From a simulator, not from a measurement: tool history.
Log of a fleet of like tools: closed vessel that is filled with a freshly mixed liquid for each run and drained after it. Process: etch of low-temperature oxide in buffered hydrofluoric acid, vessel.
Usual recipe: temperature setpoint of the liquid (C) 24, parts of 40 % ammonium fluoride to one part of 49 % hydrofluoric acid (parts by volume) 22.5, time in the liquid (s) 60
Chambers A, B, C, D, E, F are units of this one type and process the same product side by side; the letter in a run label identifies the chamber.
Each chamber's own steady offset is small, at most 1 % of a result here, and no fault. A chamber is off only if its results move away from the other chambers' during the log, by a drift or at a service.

run    day  temperature setpoint of the liquid (C)  parts of 40 % ammonium fluoride to one part of 49 % hydrofluoric acid (parts by volume)  time in the liquid (s)  hours since the thermometer was replaced  hours since the hydrofluoric acid flow meter was replaced  read-back film thickness of the low-temperature oxide reference wafer, read on the same gauge (nm)  thickness taken off the low-temperature oxide on a monitor wafer (Å)
 1B  0.179                                      24                                                                                     22.5                      60                                    1318.3                                                      147.7                                                                                              40.002                                                                1062.1
 2A  0.492                                      24                                                                                     22.5                      60                                     327.9                                                      647.4                                                                                              40.046                                                                1070.9
 3C  0.658                                      24                                                                                     22.5                      60                                     538.7                                                      115.2                                                                                              40.001                                                                1076.3
 4E  0.871                                      24                                                                                     22.5                      60                                       347                                                      590.6                                                                                              39.979                                                                1044.7
 5F  1.083                                      24                                                                                     17.5                      60                                     837.5                                                      316.5                                                                                              40.023                                                                1324.6
 6D  1.312                                      24                                                                                     17.5                      60                                     512.3                                                      322.1                                                                                              40.022                                                                  1324
 7B  1.608                                      24                                                                                     17.5                      60                                    1352.6                                                        182                                                                                              39.952                                                                1332.7
 8D  1.812                                      24                                                                                     17.5                      60                                     524.3                                                      334.1                                                                                              39.971                                                                1318.5
 9A  1.954                                      24                                                                                     17.5                      60                                       363                                                      682.5                                                                                              40.017                                                                1326.7
10C  2.258                                      24                                                                                     17.5                      60                                     577.1                                                      153.6                                                                                               40.04                                                                1301.7
11F  2.458                                      24                                                                                     22.5                      60                                     870.5                                                      349.5                                                                                              40.025                                                                  1063
12E  2.662                                      24                                                                                     22.5                      60                                       390                                                      633.6                                                                                              39.949                                                                1041.6
13F  2.854                                      24                                                                                     22.5                      60                                       880                                                        359                                                                                              39.954                                                                1065.4
14D  3.108                                      24                                                                                     22.5                      60                                     555.4                                                      365.2                                                                                              39.947                                                                1078.8
15E  3.404                                      24                                                                                     22.5                      60                                     407.8                                                      651.4                                                                                              39.964                                                                1053.4
16B  3.662                                      24                                                                                     22.5                      60                                    1401.9                                                      231.3                                                                                              39.991                                                                1067.4
17C  3.862                                      24                                                                                     22.5                      60                                     615.6                                                      192.1                                                                                              39.976                                                                1065.4
18A  4.054                                      24                                                                                     22.5                      60                                     413.4                                                      732.9                                                                                              39.966                                                                1062.3
19D  4.279                                      24                                                                                     22.5                      60                                     583.5                                                      393.3                                                                                              39.974                                                                1061.5
20B   4.45                                      24                                                                                     22.5                      60                                    1420.8                                                      250.2                                                                                              40.009                                                                  1060
21F  4.725                                      24                                                                                     22.5                      60                                     924.9                                                      403.9                                                                                              40.009                                                                1066.1
       4.9  -- chamber C: thermometer replaced
22E  4.971                                      24                                                                                     22.5                      60                                     445.4                                                        689                                                                                              40.033                                                                1064.6
23C  5.167                                      24                                                                                     22.5                      60                                       6.5                                                      223.4                                                                                              39.998                                                                1050.6
24A  5.329                                      24                                                                                     22.5                      60                                       444                                                      763.5                                                                                              40.009                                                                1074.1
25D  5.492                                      24                                                                                     22.5                      60                                     612.6                                                      422.4                                                                                              39.992                                                                1101.4
26F  5.696                                      24                                                                                     22.5                      60                                     948.2                                                      427.2                                                                                              39.929                                                                  1069
     5.746  -- chamber E: thermometer replaced
27B  5.958                                      24                                                                                     22.5                      60                                      1457                                                      286.4                                                                                              39.968                                                                1069.8
28E  6.229                                      24                                                                                     22.5                      60                                      11.6                                                      719.2                                                                                              40.001                                                                1058.9
29C  6.375                                      24                                                                                     22.5                      50                                      35.5                                                      252.4                                                                                               40.02                                                                880.84
30A  6.625                                      24                                                                                     22.5                      50                                     475.1                                                      794.6                                                                                               39.99                                                                891.19
31B  6.888                                      24                                                                                     22.5                      50                                    1479.3                                                      308.7                                                                                              39.965                                                                892.44
32A  7.025                                      24                                                                                     22.5                      50                                     484.7                                                      804.2                                                                                              39.999                                                                879.95
33E  7.246                                      24                                                                                     22.5                      50                                        36                                                      743.6                                                                                              40.005                                                                882.02
34F  7.433                                      24                                                                                     22.5                      50                                     989.9                                                      468.9                                                                                              40.041                                                                898.01
35D  7.671                                      24                                                                                     22.5                      60                                     664.9                                                      474.7                                                                                              39.973                                                                1120.7
36C  7.833                                      24                                                                                     22.5                      60                                      70.5                                                      287.4                                                                                              39.966                                                                1054.4
37E  7.979                                      24                                                                                     16.5                      60                                      53.6                                                      761.2                                                                                              40.022                                                                1369.5

What goes on in this fleet: one chamber off, a drifting gauge, or nothing beyond the chambers' own small offsets? Name the chamber and the cause, if any.

Little by little, chamber D moves away from the other chambers.
What lies behind it: hydrofluoric acid flow above the setpoint (%) = 7.44.
Not necessarily distinguishable in this log from: liquid hotter than its thermometer reads (K).

Below are 4 candidate recipes for chamber D's next run, each the usual settings with a change, their results shown as question marks. Which of them brings D's results back in line with what the other chambers give on the usual settings?
In-line tolerance around the mean of the other chambers on the usual settings: thickness taken off the low-temperature oxide on a monitor wafer (Å) 27
38D-1  8.204                                      24                                                                                       22                      65                                                                                                                                                                                                                                                                              ?
38D-2  8.204                                      24                                                                                     22.5                      55                                                                                                                                                                                                                                                                              ?
38D-3  8.204                                      25                                                                                     22.5                      60                                                                                                                                                                                                                                                                              ?
38D-4  8.204                                      23                                                                                     22.5                      60                                                                                                                                                                                                                                                                              ?

Average result of the remaining chambers running the usual settings: thickness taken off the low-temperature oxide on a monitor wafer (Å) 1063.6
  run  thickness taken off the low-temperature oxide on a monitor wafer (Å)
38D-1                                                                1230.2
38D-2                                                                1025.1
38D-3                                                                1180.4
38D-4                                                                1059.1
Change 38D-4 lands the chamber within the allowed miss of the other chambers.

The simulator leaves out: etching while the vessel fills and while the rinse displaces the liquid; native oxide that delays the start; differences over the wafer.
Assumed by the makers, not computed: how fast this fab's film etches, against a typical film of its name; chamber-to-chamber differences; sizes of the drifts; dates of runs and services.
